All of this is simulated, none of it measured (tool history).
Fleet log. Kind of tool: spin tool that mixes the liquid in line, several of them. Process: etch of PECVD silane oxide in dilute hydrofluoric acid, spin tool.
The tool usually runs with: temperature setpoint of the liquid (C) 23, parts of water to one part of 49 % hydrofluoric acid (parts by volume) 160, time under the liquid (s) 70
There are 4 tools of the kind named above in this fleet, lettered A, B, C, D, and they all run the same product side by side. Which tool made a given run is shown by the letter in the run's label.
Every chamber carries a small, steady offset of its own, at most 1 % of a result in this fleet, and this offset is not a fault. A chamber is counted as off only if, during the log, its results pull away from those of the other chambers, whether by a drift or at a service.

run	day	temperature setpoint of the liquid (C)	parts of water to one part of 49 % hydrofluoric acid (parts by volume)	time under the liquid (s)	read-back film thickness of the PECVD silane oxide reference wafer, read on the same gauge (nm)	thickness taken off the PECVD silane oxide on a monitor wafer (angstrom)
1B	0.304	23	160	70	100.03	64.375
2A	0.5	23	160	70	100.01	64.658
3C	0.842	23	160	70	100.01	63.355
4D	1.158	23	160	70	99.994	64.633
5A	1.492	20.5	160	70	99.991	58.872
6C	1.696	20.5	160	70	100	58.931
# day 1.971: chamber C: hydrofluoric acid flow meter replaced
7B	2.025	20.5	160	70	99.992	57.344
8D	2.371	20.5	160	70	100	59.067
9B	2.75	18.5	160	70	100.01	53.501
10A	2.996	18.5	160	70	100	53.679
11C	3.333	18.5	160	70	100.01	53.679
12D	3.5	18.5	160	70	99.999	54.967
13A	3.783	23	160	70	99.989	64.746
14C	4.108	23	160	70	100.01	63.973
15D	4.392	23	160	70	99.986	63.995
16B	4.746	25.5	160	70	100	76.102
17B	4.933	25.5	160	70	99.986	75.61
18D	5.15	25.5	160	70	100.01	70.916
19C	5.396	25.5	160	70	100	69.891
20A	5.617	23	160	100	100.01	91.749
21B	5.896	23	160	100	99.978	99.761
22D	6.125	23	160	100	100.01	92.757
23A	6.321	23	160	100	99.999	92.892
24C	6.6	23	160	70	100.01	63.658

Is one chamber off against the others, does the gauge drift, or is nothing wrong? If a chamber is off, say which, and what the likeliest cause is.

One chamber, B, drifts off from the rest bit by bit.
What lies behind it: hydrofluoric acid flow above the setpoint (%) = 11.3.

Here are 4 candidates for chamber B's next run, each the usual settings with a change, their results left as question marks. Which one brings its results back in line with what the others give on the usual settings?
A result is in line if it is within this distance of the other chambers' mean on the usual settings: thickness taken off the PECVD silane oxide on a monitor wafer (angstrom) 2.1
25B-1	6.875	23	165	65		?
25B-2	6.875	21.5	160	70		?
25B-3	6.875	23	155	75		?
25B-4	6.875	24.5	160	70		?

Average result of the remaining chambers running the usual settings: thickness taken off the PECVD silane oxide on a monitor wafer (angstrom) 64.2
run	thickness taken off the PECVD silane oxide on a monitor wafer (angstrom)
25B-1	65.078
25B-2	68.46
25B-3	80.776
25B-4	77.026
25B-1 puts the chamber back in line with the other chambers.

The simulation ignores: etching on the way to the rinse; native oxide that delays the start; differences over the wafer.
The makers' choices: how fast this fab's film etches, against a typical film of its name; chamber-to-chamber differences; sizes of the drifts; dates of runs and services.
